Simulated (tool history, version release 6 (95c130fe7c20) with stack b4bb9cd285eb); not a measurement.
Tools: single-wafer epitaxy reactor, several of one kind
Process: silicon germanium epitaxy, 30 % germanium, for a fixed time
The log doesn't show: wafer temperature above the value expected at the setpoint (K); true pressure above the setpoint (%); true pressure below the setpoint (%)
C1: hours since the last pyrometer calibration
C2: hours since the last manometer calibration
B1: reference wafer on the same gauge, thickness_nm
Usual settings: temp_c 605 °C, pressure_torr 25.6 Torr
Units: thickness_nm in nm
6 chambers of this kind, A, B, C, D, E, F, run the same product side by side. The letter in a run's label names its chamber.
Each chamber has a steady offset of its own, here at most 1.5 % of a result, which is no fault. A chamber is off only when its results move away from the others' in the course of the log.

run 1B hour=6.6 | temp_c=605 pressure_torr=25.6 | C1=87.7 C2=535.7 | B1=79.685 | thickness_nm=71.946
run 2A hour=12.3 | temp_c=605 pressure_torr=25.6 | C1=1168.6 C2=742 | B1=79.665 | thickness_nm=70.223
run 3D hour=19.1 | temp_c=605 pressure_torr=25.6 | C1=1037.1 C2=1115 | B1=79.645 | thickness_nm=70.779
run 4C hour=25.9 | temp_c=605 pressure_torr=25.6 | C1=536.6 C2=99.4 | B1=79.691 | thickness_nm=71.167
run 5E hour=31 | temp_c=605 pressure_torr=25.6 | C1=832.6 C2=252.7 | B1=79.636 | thickness_nm=71.021
run 6F hour=37.5 | temp_c=605 pressure_torr=25.6 | C1=1282.3 C2=770.1 | B1=79.588 | thickness_nm=70.749
run 7D hour=43.8 | temp_c=605 pressure_torr=25.6 | C1=1061.8 C2=1139.7 | B1=79.577 | thickness_nm=70.774
run 8B hour=49 | temp_c=605 pressure_torr=25.6 | C1=130.1 C2=578.1 | B1=79.569 | thickness_nm=71.769
run 9F hour=55.4 | temp_c=605 pressure_torr=25.6 | C1=1300.2 C2=788 | B1=79.561 | thickness_nm=70.469
run 10C hour=60.2 | temp_c=605 pressure_torr=25.6 | C1=570.9 C2=133.7 | B1=79.527 | thickness_nm=71.048
run 11A hour=64.1 | temp_c=605 pressure_torr=25.6 | C1=1220.4 C2=793.8 | B1=79.523 | thickness_nm=69.906
run 12E hour=69.5 | temp_c=605 pressure_torr=25.6 | C1=871.1 C2=291.2 | B1=79.512 | thickness_nm=71.021
run 13F hour=76.1 | temp_c=605 pressure_torr=25.6 | C1=1320.9 C2=808.7 | B1=79.549 | thickness_nm=70.419
run 14A hour=81.6 | temp_c=605 pressure_torr=25.6 | C1=1237.9 C2=811.3 | B1=79.466 | thickness_nm=70.052
run 15B hour=87.2 | temp_c=605 pressure_torr=25.6 | C1=168.3 C2=616.3 | B1=79.467 | thickness_nm=71.674
run 16E hour=91.9 | temp_c=605 pressure_torr=25.6 | C1=893.5 C2=313.6 | B1=79.477 | thickness_nm=71.033
run 17D hour=98.8 | temp_c=605 pressure_torr=25.6 | C1=1116.8 C2=1194.7 | B1=79.425 | thickness_nm=70.758
run 18C hour=104.7 | temp_c=605 pressure_torr=25.6 | C1=615.4 C2=178.2 | B1=79.444 | thickness_nm=70.872
run 19F hour=111.5 | temp_c=605 pressure_torr=25.6 | C1=1356.3 C2=844.1 | B1=79.447 | thickness_nm=70.55
run 20E hour=117.2 | temp_c=605 pressure_torr=25.6 | C1=918.8 C2=338.9 | B1=79.389 | thickness_nm=70.751
run 21C hour=121.8 | temp_c=605 pressure_torr=25.6 | C1=632.5 C2=195.3 | B1=79.387 | thickness_nm=70.903
run 22A hour=128.4 | temp_c=605 pressure_torr=25.6 | C1=1284.7 C2=858.1 | B1=79.4 | thickness_nm=70.276
run 23B hour=132.2 | temp_c=605 pressure_torr=25.6 | C1=213.3 C2=661.3 | B1=79.39 | thickness_nm=71.727
run 24D hour=137.1 | temp_c=605 pressure_torr=25.6 | C1=1155.1 C2=1233 | B1=79.353 | thickness_nm=70.495
run 25C hour=140.9 | temp_c=605 pressure_torr=25.6 | C1=651.6 C2=214.4 | B1=79.348 | thickness_nm=70.947
run 26A hour=146.3 | temp_c=605 pressure_torr=25.6 | C1=1302.6 C2=876 | B1=79.371 | thickness_nm=70.028
run 27F hour=149.7 | temp_c=605 pressure_torr=25.6 | C1=1394.5 C2=882.3 | B1=79.324 | thickness_nm=70.219
run 28B hour=155.9 | temp_c=605 pressure_torr=25.6 | C1=237 C2=685 | B1=79.332 | thickness_nm=71.353
-- hour=157.3 chamber F: pyrometer calibrated
run 29D hour=163 | temp_c=605 pressure_torr=25.6 | C1=1181 C2=1258.9 | B1=79.292 | thickness_nm=70.474
run 30E hour=168 | temp_c=605 pressure_torr=25.6 | C1=969.6 C2=389.7 | B1=79.278 | thickness_nm=70.863
run 31F hour=172.1 | temp_c=605 pressure_torr=25.6 | C1=14.9 C2=904.7 | B1=79.283 | thickness_nm=70.334
run 32B hour=175.9 | temp_c=613 pressure_torr=30.6 | C1=257 C2=705 | B1=79.251 | thickness_nm=88.19
run 33C hour=179.5 | temp_c=613 pressure_torr=30.6 | C1=690.2 C2=253 | B1=79.27 | thickness_nm=87.959
run 34E hour=184.4 | temp_c=613 pressure_torr=30.6 | C1=986 C2=406.1 | B1=79.248 | thickness_nm=87.614
run 35D hour=191 | temp_c=613 pressure_torr=30.6 | C1=1209 C2=1286.9 | B1=79.249 | thickness_nm=87.412
run 36A hour=195.8 | temp_c=613 pressure_torr=30.6 | C1=1352.1 C2=925.5 | B1=79.216 | thickness_nm=86.783
run 37F hour=200.9 | temp_c=613 pressure_torr=30.6 | C1=43.7 C2=933.5 | B1=79.203 | thickness_nm=87.196
run 38B hour=204.2 | temp_c=605 pressure_torr=25.6 | C1=285.3 C2=733.3 | B1=79.196 | thickness_nm=71.369
run 39E hour=209.4 | temp_c=593 pressure_torr=28.7 | C1=1011 C2=431.1 | B1=79.178 | thickness_nm=59.765

Is one chamber off against the others, does the gauge drift, or is nothing wrong? If a chamber is off, say which, and what the likeliest cause is.

The gauge drifts, so all chambers seem to drift together. No chamber is off.
Cause: gauge reads low (%) = 0.667.
